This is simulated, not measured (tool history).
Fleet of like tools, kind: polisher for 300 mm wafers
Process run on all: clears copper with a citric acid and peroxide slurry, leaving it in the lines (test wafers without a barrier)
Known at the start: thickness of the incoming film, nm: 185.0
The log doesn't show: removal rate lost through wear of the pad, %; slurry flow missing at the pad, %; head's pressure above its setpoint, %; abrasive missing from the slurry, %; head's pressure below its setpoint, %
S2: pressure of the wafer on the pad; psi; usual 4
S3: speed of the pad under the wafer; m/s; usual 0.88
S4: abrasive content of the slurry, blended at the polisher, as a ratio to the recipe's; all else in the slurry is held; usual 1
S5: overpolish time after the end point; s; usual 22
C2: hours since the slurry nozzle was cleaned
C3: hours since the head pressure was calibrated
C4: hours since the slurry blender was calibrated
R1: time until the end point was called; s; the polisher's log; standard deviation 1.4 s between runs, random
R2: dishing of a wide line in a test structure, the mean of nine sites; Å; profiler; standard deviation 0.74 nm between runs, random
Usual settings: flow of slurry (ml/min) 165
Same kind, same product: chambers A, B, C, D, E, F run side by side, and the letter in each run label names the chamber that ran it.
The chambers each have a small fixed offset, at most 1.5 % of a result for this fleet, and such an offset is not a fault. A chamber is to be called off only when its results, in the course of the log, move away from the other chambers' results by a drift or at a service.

Run 1E, hour 10.8: usual settings; wafers polished on this pad 566; C2 120.3; C3 401.2; C4 141.8. Result: R1 80.211 s, R2 357.38 Å.
Run 2D, hour 18: usual settings; wafers polished on this pad 413; C2 332.9; C3 403.7; C4 34.7. Result: R1 83.333 s, R2 376.06 Å.
Run 3C, hour 26.4: usual settings; wafers polished on this pad 427; C2 47.2; C3 111.9; C4 55.1. Result: R1 81.608 s, R2 372.12 Å.
At hour 34.8: chamber A: head pressure recalibrated.
Run 4A, hour 35.7: usual settings; wafers polished on this pad 401; C2 109.9; C3 0.9; C4 119.7. Result: R1 83.104 s, R2 360.81 Å.
Run 5B, hour 44.4: usual settings; wafers polished on this pad 758; C2 627.8; C3 213.4; C4 98.3. Result: R1 80.434 s, R2 363.35 Å.
At hour 46.3: chamber F: slurry blender recalibrated.
At hour 48.1: chamber E: worn pad replaced by a new one.
Run 6F, hour 51.6: usual settings; wafers polished on this pad 616; C2 148.3; C3 499.4; C4 5.4. Result: R1 83.87 s, R2 363.8 Å.
Run 7D, hour 56.6: usual settings; wafers polished on this pad 702; C2 371.5; C3 442.3; C4 73.3. Result: R1 81.513 s, R2 362.4 Å.
At hour 61.8: chamber C: worn pad replaced by a new one.
At hour 63: chamber F: worn pad replaced by a new one.
Run 8A, hour 65.7: usual settings; wafers polished on this pad 626; C2 139.9; C3 30.9; C4 149.7. Result: R1 83.548 s, R2 360.71 Å.
At hour 69.1: chamber E: slurry blender recalibrated.
At hour 69.5: chamber B: worn pad replaced by a new one.
Run 9C, hour 72: usual settings; wafers polished on this pad 77; C2 92.8; C3 157.5; C4 100.7. Result: R1 81.023 s, R2 371.02 Å.
At hour 79.1: chamber F: head pressure recalibrated.
Run 10E, hour 82.2: usual settings; wafers polished on this pad 255; C2 191.7; C3 472.6; C4 13.2. Result: R1 80.976 s, R2 363.32 Å.
Run 11F, hour 93.6: usual settings; wafers polished on this pad 229; C2 190.3; C3 14.5; C4 47.4. Result: R1 79.759 s, R2 368.61 Å.
Run 12B, hour 98.9: usual settings but S2 4.5 psi; wafers polished on this pad 220; C2 682.3; C3 267.9; C4 152.8. Result: R1 72.446 s, R2 399.42 Å.
At hour 109.6: chamber E: slurry nozzle cleaned.
Run 13C, hour 110.1: usual settings but S2 4.5 psi; wafers polished on this pad 362; C2 130.9; C3 195.6; C4 138.8. Result: R1 69.814 s, R2 404.71 Å.
At hour 117.9: chamber B: slurry blender recalibrated.
Run 14B, hour 121.4: usual settings but S2 4.5 psi; wafers polished on this pad 389; C2 704.8; C3 290.4; C4 3.5. Result: R1 73.304 s, R2 413.59 Å.
At hour 128.5: chamber A: worn pad replaced by a new one.
At hour 129.7: chamber D: worn pad replaced by a new one.
Run 15F, hour 130.1: usual settings but S2 4.5 psi; wafers polished on this pad 502; C2 226.8; C3 51; C4 83.9. Result: R1 69.001 s, R2 412.29 Å.
Run 16A, hour 136.6: usual settings but S2 4.5 psi; wafers polished on this pad 61; C2 210.8; C3 101.8; C4 220.6. Result: R1 72.593 s, R2 402.92 Å.
At hour 140.9: chamber A: slurry blender recalibrated.
Run 17D, hour 144.6: usual settings but S2 4.5 psi; wafers polished on this pad 112; C2 459.5; C3 530.3; C4 161.3. Result: R1 72.934 s, R2 395.64 Å.
At hour 147.4: chamber E: worn pad replaced by a new one.
At hour 150.7: chamber C: worn pad replaced by a new one.
At hour 151.5: chamber F: worn pad replaced by a new one.
Run 18E, hour 152.1: usual settings; wafers polished on this pad 35; C2 42.5; C3 542.5; C4 83.1. Result: R1 80.479 s, R2 365.24 Å.
At hour 160.2: chamber D: slurry nozzle cleaned.
Run 19B, hour 161.4: usual settings; wafers polished on this pad 688; C2 744.8; C3 330.4; C4 43.5. Result: R1 81.564 s, R2 360.09 Å.
At hour 164.1: chamber B: worn pad replaced by a new one.
Run 20D, hour 172.5: usual settings; wafers polished on this pad 321; C2 12.4; C3 558.2; C4 189.2. Result: R1 83.002 s, R2 364.47 Å.
Run 21E, hour 181.1: usual settings; wafers polished on this pad 252; C2 71.5; C3 571.5; C4 112.1. Result: R1 77.6 s, R2 377.41 Å.
Run 22C, hour 192.5: usual settings; wafers polished on this pad 313; C2 213.3; C3 278; C4 221.2. Result: R1 79.32 s, R2 363.2 Å.
Run 23A, hour 202.3: usual settings; wafers polished on this pad 552; C2 276.5; C3 167.5; C4 61.5. Result: R1 82.987 s, R2 363.87 Å.
At hour 204.8: chamber A: slurry nozzle cleaned.
Run 24F, hour 212.4: usual settings; wafers polished on this pad 456; C2 309.1; C3 133.3; C4 166.2. Result: R1 80.586 s, R2 370.96 Å.
At hour 217.6: chamber F: slurry blender recalibrated.
Run 25C, hour 219.7: usual settings; wafers polished on this pad 517; C2 240.5; C3 305.2; C4 248.4. Result: R1 81.444 s, R2 373.44 Å.
Run 26B, hour 226.6: usual settings; wafers polished on this pad 468; C2 810; C3 395.6; C4 108.7. Result: R1 80.14 s, R2 350.88 Å.
At hour 235.4: chamber B: slurry nozzle cleaned.
Run 27E, hour 237.4: usual settings; wafers polished on this pad 674; C2 127.8; C3 627.8; C4 168.4. Result: R1 82.588 s, R2 373.09 Å.
At hour 242.2: chamber E: slurry blender recalibrated.
At hour 244.7: chamber D: slurry blender recalibrated.
Run 28D, hour 244.8: usual settings; wafers polished on this pad 862; C2 84.7; C3 630.5; C4 0.2. Result: R1 79.428 s, R2 372.43 Å.
At hour 251.8: chamber C: worn pad replaced by a new one.
At hour 253.6: chamber F: worn pad replaced by a new one.
Run 29A, hour 254.7: usual settings; wafers polished on this pad 945; C2 50; C3 219.9; C4 113.9. Result: R1 81.18 s, R2 360.3 Å.
At hour 260.8: chamber E: worn pad replaced by a new one.
Run 30F, hour 262.2: usual settings; wafers polished on this pad 64; C2 358.9; C3 183.1; C4 44.6. Result: R1 80.4 s, R2 362.44 Å.
At hour 263.5: chamber D: worn pad replaced by a new one.
At hour 266.1: chamber B: slurry blender recalibrated.
At hour 268.3: chamber C: slurry nozzle cleaned.
At hour 271.2: chamber B: worn pad replaced by a new one.
Run 31D, hour 272.4: usual settings; wafers polished on this pad 66; C2 112.3; C3 658.1; C4 27.8. Result: R1 84.72 s, R2 373.82 Å.
Run 32F, hour 278.2: usual settings but flow of slurry (ml/min) 190, S3 0.78 m/s; wafers polished on this pad 184; C2 374.9; C3 199.1; C4 60.6. Result: R1 89.776 s, R2 322.63 Å.
Run 33B, hour 285.5: usual settings but flow of slurry (ml/min) 190, S3 0.78 m/s; wafers polished on this pad 107; C2 50.2; C3 454.5; C4 19.5. Result: R1 90.705 s, R2 330.01 Å.
Run 34A, hour 290.4: usual settings but flow of slurry (ml/min) 190, S3 0.78 m/s; wafers polished on this pad 1212; C2 85.7; C3 255.6; C4 149.6. Result: R1 92.314 s, R2 330.14 Å.
At hour 293.4: chamber A: worn pad replaced by a new one.
At hour 299.2: chamber F: slurry nozzle cleaned.
Run 35C, hour 300.9: usual settings but flow of slurry (ml/min) 190, S3 0.78 m/s; wafers polished on this pad 367; C2 32.7; C3 386.4; C4 329.6. Result: R1 88.122 s, R2 340.7 Å.
Run 36E, hour 308.1: usual settings but flow of slurry (ml/min) 190, S3 0.78 m/s; wafers polished on this pad 354; C2 198.5; C3 698.5; C4 65.9. Result: R1 88.985 s, R2 335.82 Å.
Run 37A, hour 315.4: usual settings but flow of slurry (ml/min) 190, S3 0.78 m/s; wafers polished on this pad 165; C2 110.7; C3 280.6; C4 174.6. Result: R1 89.712 s, R2 329.88 Å.
Run 38E, hour 324.4: usual settings but S2 5 psi, S5 35 s; wafers polished on this pad 476; C2 214.8; C3 714.8; C4 82.2. Result: R1 66.033 s, R2 683.37 Å.
At hour 324.7: chamber C: slurry blender recalibrated.
Run 39B, hour 334.7: usual settings but S2 5 psi, S5 35 s; wafers polished on this pad 475; C2 99.4; C3 503.7; C4 68.7. Result: R1 64.723 s, R2 641.18 Å.
At hour 344.8: chamber C: worn pad replaced by a new one.
Run 40F, hour 345.8: usual settings but S2 5 psi, S5 35 s; wafers polished on this pad 690; C2 46.6; C3 266.7; C4 128.2. Result: R1 65.635 s, R2 669.21 Å.
Run 41C, hour 353.3: usual settings but S2 5 psi, S5 35 s; wafers polished on this pad 64; C2 85.1; C3 438.8; C4 28.7. Result: R1 66.44 s, R2 684.38 Å.
At hour 359.8: chamber D: head pressure recalibrated.
Run 42D, hour 363.2: usual settings but S2 5 psi, S5 35 s; wafers polished on this pad 746; C2 203.1; C3 3.5; C4 118.6. Result: R1 66.171 s, R2 648.66 Å.
Run 43A, hour 370.6: usual settings but S2 5 psi, S5 35 s; wafers polished on this pad 578; C2 165.9; C3 335.8; C4 229.8. Result: R1 66.514 s, R2 660.03 Å.

Has any chamber moved away from the others, gradually or after a service, or does the common gauge drift, or do the chambers differ only by their own small steady offsets? State the chamber and the most likely cause if one applies.

The fleet is healthy, with each chamber sitting at its usual small offset and no drift in the gauge.
